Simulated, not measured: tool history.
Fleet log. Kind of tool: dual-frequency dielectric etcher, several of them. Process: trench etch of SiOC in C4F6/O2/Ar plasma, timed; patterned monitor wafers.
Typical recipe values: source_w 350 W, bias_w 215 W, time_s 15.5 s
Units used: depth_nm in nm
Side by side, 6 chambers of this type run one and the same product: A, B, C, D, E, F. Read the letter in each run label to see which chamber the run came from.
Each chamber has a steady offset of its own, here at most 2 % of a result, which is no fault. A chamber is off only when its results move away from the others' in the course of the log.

run	day	source_w	bias_w	time_s	hours since the last wet clean	hours since the last source power generator calibration	hours since the last bias power generator calibration	read-back reference wafer on the same gauge, depth_nm	depth_nm
1E	0.317	350	215	15.5	493.8	700.9	945.8	27.994	32.217
2D	0.512	350	215	15.5	619.5	798.6	2218.5	27.986	32.704
3B	0.692	350	215	15.5	391.6	1432.2	2783.6	27.991	32.853
4C	0.942	350	215	15.5	315.4	1792.7	616	27.982	32.262
5A	1.2	350	215	15.5	90.3	822.1	4467.7	27.974	32.369
6F	1.533	350	215	15.5	123.4	2857.7	174.5	27.98	32.42
7E	1.808	350	215	15.5	529.6	736.7	981.6	27.98	32.212
# day 2.062: chamber E: wet clean of the chamber
8C	2.071	350	215	15.5	342.5	1819.8	643.1	27.972	32.253
9F	2.388	350	215	15.5	143.9	2878.2	195	27.969	32.377
10B	2.688	350	215	15.5	439.5	1480.1	2831.5	27.961	32.803
# day 2.975: chamber D: wet clean of the chamber
11A	2.996	350	215	12.5	133.4	865.2	4510.8	27.961	26.065
12D	3.229	350	215	12.5	6.1	863.8	2283.7	27.956	26.383
13C	3.396	350	215	12.5	374.3	1851.6	674.9	27.953	25.98
# day 3.496: chamber B: wet clean of the chamber
14E	3.621	350	215	12.5	37.5	780.2	1025.1	27.952	25.877
15A	3.858	350	215	12.5	154.1	885.9	4531.5	27.949	26.1
16D	4.162	350	215	12.5	28.5	886.2	2306.1	27.948	26.345
17F	4.454	350	245	14	193.5	2927.8	244.6	27.936	30.585
18B	4.771	350	245	14	30.6	1530.1	2881.5	27.937	31.022
19D	4.958	350	245	14	47.6	905.3	2325.2	27.936	30.768
20B	5.262	350	245	14	42.4	1541.9	2893.3	27.926	31.054
21E	5.492	350	245	14	82.4	825.1	1070	27.939	30.276
# day 5.596: chamber C: wet clean of the chamber
22A	5.717	350	245	14	198.7	930.5	4576.1	27.93	30.428
23C	5.988	350	215	15.5	9.4	1913.8	737.1	27.929	32.149
# day 6.225: chamber A: bias power generator calibrated
24F	6.283	350	215	15.5	237.4	2971.7	288.5	27.917	32.379
25A	6.508	350	215	15.5	217.7	949.5	6.8	27.912	32.33
26D	6.808	350	215	15.5	92	949.7	2369.6	27.911	32.623
27E	7.025	350	215	15.5	119.2	861.9	1106.8	27.911	32.081
28B	7.321	350	215	15.5	91.8	1591.3	2942.7	27.902	32.799
29F	7.525	350	215	15.5	267.2	3001.5	318.3	27.896	32.332
30C	7.771	350	215	15.5	52.2	1956.6	779.9	27.9	32.257
31B	7.992	350	215	15.5	107.9	1607.4	2958.8	27.902	32.736
32A	8.221	350	215	15.5	258.8	990.6	47.9	27.88	32.282
33C	8.546	350	215	15.5	70.8	1975.2	798.5	27.884	32.125
34E	8.729	350	215	15.5	160.1	902.8	1147.7	27.88	32.079
35F	8.971	350	215	15.5	301.9	3036.2	353	27.88	32.35
36D	9.296	350	252	12	151.7	1009.4	2429.3	27.87	26.616
37D	9.625	350	252	12	159.6	1017.3	2437.2	27.872	26.61
38E	9.838	350	252	12	186.7	929.4	1174.3	27.871	26.226

Next, every chamber runs the same settings. What will each give?
39A	10.083	350	215	15.5					?
39B	10.083	350	215	15.5					?
39C	10.083	350	215	15.5					?
39D	10.083	350	215	15.5					?
39E	10.083	350	215	15.5					?
39F	10.083	350	215	15.5					?

run	depth_nm
39A	32.227
39B	32.63
39C	32.12
39D	32.553
39E	32.018
39F	32.304

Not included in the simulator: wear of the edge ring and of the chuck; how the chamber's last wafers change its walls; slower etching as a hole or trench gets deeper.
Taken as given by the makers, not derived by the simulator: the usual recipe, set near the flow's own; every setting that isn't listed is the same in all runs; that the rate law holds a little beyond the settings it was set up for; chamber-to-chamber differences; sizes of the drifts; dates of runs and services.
